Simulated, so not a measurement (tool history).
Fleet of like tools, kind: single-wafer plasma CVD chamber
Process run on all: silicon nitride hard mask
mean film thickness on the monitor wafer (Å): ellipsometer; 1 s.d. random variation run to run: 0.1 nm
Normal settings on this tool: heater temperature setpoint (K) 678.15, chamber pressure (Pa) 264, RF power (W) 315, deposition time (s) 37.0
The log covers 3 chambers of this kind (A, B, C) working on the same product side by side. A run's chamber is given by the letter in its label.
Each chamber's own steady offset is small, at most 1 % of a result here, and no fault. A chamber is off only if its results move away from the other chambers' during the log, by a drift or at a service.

run,hour,heater temperature setpoint (K),chamber pressure (Pa),RF power (W),deposition time (s),"read-back reference wafer on the same gauge, thickness_nm",mean film thickness on the monitor wafer (Å)
1C,8.3,678.15,264,315,37.0,51.196,460.52
2A,14.2,678.15,264,315,37.0,51.239,464.86
3B,21.3,678.15,264,315,37.0,51.208,468.81
4B,27.4,678.15,264,315,37.0,51.179,466.64
5A,30.9,678.15,264,315,37.0,51.190,466.68
6C,38.2,678.15,264,315,37.0,51.221,463.61
7C,45.7,678.15,264,315,37.0,51.175,461.43
8B,51.9,678.15,264,315,40.8,51.215,513.56
9A,56.1,678.15,264,315,40.8,51.193,511.98
10B,60.5,678.15,264,315,40.8,51.184,517.19
11A,67.7,678.15,264,315,37.0,51.201,466.31
12C,72.0,678.15,264,315,37.0,51.192,462.83
13A,79.6,678.15,264,315,37.0,51.173,465.72
14B,85.9,686.15,291,315,37.0,51.233,475.14
15C,93.0,686.15,291,315,37.0,51.179,472.93
16B,97.4,686.15,291,315,37.0,51.208,475.40
17A,105.1,678.15,264,315,37.0,51.209,465.86
18C,112.1,678.15,264,315,37.0,51.217,461.97
19B,119.1,678.15,264,315,37.0,51.184,463.16
20C,123.5,678.15,264,315,37.0,51.192,463.11
21A,129.1,678.15,264,315,37.0,51.183,465.04
22A,135.9,678.15,264,315,37.0,51.175,466.14
23B,140.5,678.15,264,315,37.0,51.194,460.26
24C,147.9,678.15,264,315,37.0,51.194,461.46
25B,151.6,678.15,264,315,37.0,51.200,459.12
26C,157.8,678.15,264,315,37.0,51.194,463.61
27A,162.6,678.15,264,315,37.0,51.237,464.95
28C,166.8,678.15,264,315,37.0,51.189,465.19
29B,172.2,678.15,304,315,31.2,51.206,401.40
30A,176.8,678.15,304,315,31.2,51.180,407.28
31B,182.1,678.15,304,315,31.2,51.180,398.62
32C,186.4,678.15,264,315,37.0,51.182,460.90

The same settings go to every chamber for the next run, one line per chamber below. Forecast the results for each:
33A,192.3,678.15,264,315,34.0,,?
33B,192.3,678.15,264,315,34.0,,?
33C,192.3,678.15,264,315,34.0,,?

run,mean film thickness on the monitor wafer (Å)
33A,429.17
33B,417.22
33C,426.21
